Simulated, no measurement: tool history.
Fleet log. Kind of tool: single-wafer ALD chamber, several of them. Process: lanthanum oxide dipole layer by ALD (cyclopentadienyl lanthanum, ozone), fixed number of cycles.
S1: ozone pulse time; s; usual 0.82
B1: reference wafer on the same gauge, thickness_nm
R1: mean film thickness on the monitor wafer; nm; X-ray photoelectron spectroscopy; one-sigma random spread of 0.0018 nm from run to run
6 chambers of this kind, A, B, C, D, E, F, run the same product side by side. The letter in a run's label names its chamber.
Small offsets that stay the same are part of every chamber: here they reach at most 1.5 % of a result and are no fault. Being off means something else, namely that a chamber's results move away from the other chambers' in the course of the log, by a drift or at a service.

Run 1D, day 0.546: usual settings; B1 0.45711. Result: R1 0.46921 nm.
Run 2F, day 1.058: usual settings; B1 0.45723. Result: R1 0.46008 nm.
Run 3C, day 1.433: usual settings; B1 0.45694. Result: R1 0.45963 nm.
Run 4B, day 1.758: usual settings; B1 0.45699. Result: R1 0.47014 nm.
Run 5A, day 2.125: usual settings; B1 0.45730. Result: R1 0.47052 nm.
Run 6E, day 2.550: usual settings; B1 0.45670. Result: R1 0.46435 nm.
Run 7B, day 3.104: usual settings; B1 0.45721. Result: R1 0.46864 nm.
Run 8E, day 3.700: usual settings; B1 0.45688. Result: R1 0.46505 nm.
Run 9A, day 4.150: usual settings; B1 0.45696. Result: R1 0.46605 nm.
Run 10D, day 4.471: usual settings; B1 0.45640. Result: R1 0.46976 nm.
Run 11F, day 4.979: usual settings; B1 0.45704. Result: R1 0.46245 nm.
Run 12C, day 5.275: usual settings; B1 0.45712. Result: R1 0.46128 nm.
Run 13E, day 5.808: usual settings; B1 0.45702. Result: R1 0.45751 nm.
Run 14D, day 6.350: usual settings; B1 0.45677. Result: R1 0.47034 nm.
At day 6.592: chamber F: ozone generator serviced.
Run 15A, day 6.762: usual settings; B1 0.45649. Result: R1 0.46751 nm.
Run 16B, day 7.254: usual settings; B1 0.45741. Result: R1 0.46916 nm.
Run 17C, day 7.900: usual settings; B1 0.45698. Result: R1 0.46096 nm.
Run 18F, day 8.233: usual settings but S1 1.00 s; B1 0.45658. Result: R1 0.49175 nm.
Run 19D, day 8.592: usual settings but S1 1.00 s; B1 0.45695. Result: R1 0.50221 nm.
Run 20A, day 9.029: usual settings but S1 1.00 s; B1 0.45691. Result: R1 0.49794 nm.
Run 21C, day 9.617: usual settings but S1 1.00 s; B1 0.45682. Result: R1 0.49478 nm.
Run 22B, day 10.254: usual settings but S1 1.00 s; B1 0.45692. Result: R1 0.50374 nm.
Run 23E, day 10.733: usual settings but S1 1.00 s; B1 0.45681. Result: R1 0.49291 nm.
Run 24F, day 11.288: usual settings; B1 0.45634. Result: R1 0.46189 nm.
Run 25A, day 11.738: usual settings but S1 0.59 s; B1 0.45697. Result: R1 0.40093 nm.
Run 26D, day 12.179: usual settings but S1 0.59 s; B1 0.45687. Result: R1 0.40277 nm.
At day 12.362: chamber B: thermocouple changed; heater temperature recalibrated.
Run 27F, day 12.567: usual settings but S1 0.59 s; B1 0.45680. Result: R1 0.39474 nm.
Run 28E, day 13.196: usual settings but S1 0.59 s; B1 0.45716. Result: R1 0.38519 nm.
Run 29B, day 13.621: usual settings but S1 0.59 s; B1 0.45703. Result: R1 0.40365 nm.
Run 30C, day 14.200: usual settings but S1 0.59 s; B1 0.45709. Result: R1 0.39792 nm.
Run 31B, day 14.767: usual settings; B1 0.45684. Result: R1 0.47088 nm.
Run 32C, day 15.325: usual settings; B1 0.45684. Result: R1 0.46466 nm.
Run 33D, day 15.621: usual settings; B1 0.45711. Result: R1 0.47334 nm.
Run 34E, day 16.154: usual settings; B1 0.45710. Result: R1 0.44472 nm.
Run 35A, day 16.533: usual settings but S1 1.00 s; B1 0.45682. Result: R1 0.49868 nm.
Run 36F, day 16.883: usual settings but S1 1.00 s; B1 0.45738. Result: R1 0.49425 nm.
Run 37B, day 17.342: usual settings but S1 1.00 s; B1 0.45659. Result: R1 0.50628 nm.
Run 38F, day 17.938: usual settings but S1 1.00 s; B1 0.45719. Result: R1 0.49577 nm.
Run 39D, day 18.500: usual settings but S1 1.00 s; B1 0.45689. Result: R1 0.50237 nm.
Run 40E, day 18.946: usual settings but S1 1.00 s; B1 0.45722. Result: R1 0.48252 nm.
Run 41C, day 19.388: usual settings but S1 1.05 s; B1 0.45738. Result: R1 0.50097 nm.
Run 42A, day 19.854: usual settings but S1 1.05 s; B1 0.45723. Result: R1 0.51071 nm.
Run 43A, day 20.279: usual settings but S1 1.05 s; B1 0.45687. Result: R1 0.50440 nm.
Run 44D, day 20.912: usual settings but S1 1.05 s; B1 0.45748. Result: R1 0.51366 nm.

Next, every chamber runs the same settings. What will each give?
Run 45A, day 21.383: usual settings but S1 0.98 s. Result: R1 ?.
Run 45B, day 21.383: usual settings but S1 0.98 s. Result: R1 ?.
Run 45C, day 21.383: usual settings but S1 0.98 s. Result: R1 ?.
Run 45D, day 21.383: usual settings but S1 0.98 s. Result: R1 ?.
Run 45E, day 21.383: usual settings but S1 0.98 s. Result: R1 ?.
Run 45F, day 21.383: usual settings but S1 0.98 s. Result: R1 ?.

run       R1
45A  0.49437
45B  0.49704
45C  0.49029
45D  0.49988
45E  0.47251
45F  0.49173

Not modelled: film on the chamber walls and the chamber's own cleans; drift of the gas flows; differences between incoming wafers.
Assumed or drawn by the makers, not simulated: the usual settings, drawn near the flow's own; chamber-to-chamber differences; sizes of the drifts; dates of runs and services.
